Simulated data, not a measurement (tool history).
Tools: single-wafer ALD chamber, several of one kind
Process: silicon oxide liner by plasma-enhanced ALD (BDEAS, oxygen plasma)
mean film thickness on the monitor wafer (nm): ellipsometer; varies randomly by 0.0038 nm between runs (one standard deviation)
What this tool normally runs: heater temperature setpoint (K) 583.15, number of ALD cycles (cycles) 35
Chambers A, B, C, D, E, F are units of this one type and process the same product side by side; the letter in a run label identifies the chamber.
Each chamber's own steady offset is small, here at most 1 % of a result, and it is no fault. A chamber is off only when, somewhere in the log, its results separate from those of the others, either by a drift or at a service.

run,hour,heater temperature setpoint (K),number of ALD cycles (cycles),hours since the last thermocouple change,"read-back reference wafer on the same gauge, thickness_nm",mean film thickness on the monitor wafer (nm)
1D,3.9,583.15,35,1147.3,2.6305,3.2091
2C,6.9,583.15,35,711.2,2.6297,3.1980
3A,11.3,583.15,35,281.9,2.6286,3.2173
4F,15.4,583.15,35,1131.7,2.6287,3.2259
5E,19.2,583.15,35,360.4,2.6280,3.1839
6B,24.4,597.15,42,659.3,2.6284,3.7707
7A,27.5,597.15,42,298.1,2.6280,3.7684
8E,30.9,597.15,42,372.1,2.6264,3.7537
9B,33.3,597.15,42,668.2,2.6267,3.7618
10C,36.9,597.15,42,741.2,2.6263,3.7620
11F,41.3,597.15,42,1157.6,2.6270,3.7940
12D,45.5,583.15,35,1188.9,2.6251,3.2043
13F,48.5,575.15,38,1164.8,2.6255,3.5375
14D,51.2,575.15,38,1194.6,2.6263,3.5044
15E,54.2,575.15,38,395.4,2.6249,3.4953
16B,58.5,575.15,38,693.4,2.6253,3.5108
17A,62.1,575.15,38,332.7,2.6252,3.5242
18C,65.1,575.15,38,769.4,2.6244,3.5092
19A,67.6,583.15,35,338.2,2.6241,3.2085
20B,72.1,583.15,35,707.0,2.6243,3.2071
21E,76.1,583.15,35,417.3,2.6234,3.1790
22D,79.1,574.15,35,1222.5,2.6234,3.2343
23F,81.7,574.15,35,1198.0,2.6221,3.2586
24C,84.9,574.15,35,789.2,2.6235,3.2389
25E,88.5,574.15,35,429.7,2.6225,3.2271
26F,91.3,574.15,35,1207.6,2.6215,3.2567
27B,96.2,574.15,35,731.1,2.6219,3.2370
28C,99.4,590.15,35,803.7,2.6212,3.1548
29A,102.5,590.15,35,373.1,2.6213,3.1695
30D,105.9,590.15,35,1249.3,2.6211,3.1602
31A,110.4,590.15,35,381.0,2.6203,3.1716
32E,115.4,590.15,35,456.6,2.6212,3.1512
33D,120.3,590.15,35,1263.7,2.6194,3.1666
34B,123.0,583.15,35,757.9,2.6198,3.1961
35F,127.1,583.15,35,1243.4,2.6191,3.2147
36C,132.2,583.15,35,836.5,2.6183,3.1934
37F,137.3,583.15,35,1253.6,2.6180,3.2127
38D,140.8,571.15,35,1284.2,2.6182,3.2639
39C,143.1,571.15,35,847.4,2.6179,3.2517
40B,146.0,571.15,35,780.9,2.6165,3.2641

Decide between three cases: one chamber stands off from its peers, the gauge reading all wafers drifts, or nothing is wrong past each chamber's small offset. Where a chamber is off, say which and what most likely put it there.

No chamber is off; the gauge reading every chamber's wafers drifts, which makes the whole fleet appear to move together.
Cause: gauge reads low (%) = 0.484.

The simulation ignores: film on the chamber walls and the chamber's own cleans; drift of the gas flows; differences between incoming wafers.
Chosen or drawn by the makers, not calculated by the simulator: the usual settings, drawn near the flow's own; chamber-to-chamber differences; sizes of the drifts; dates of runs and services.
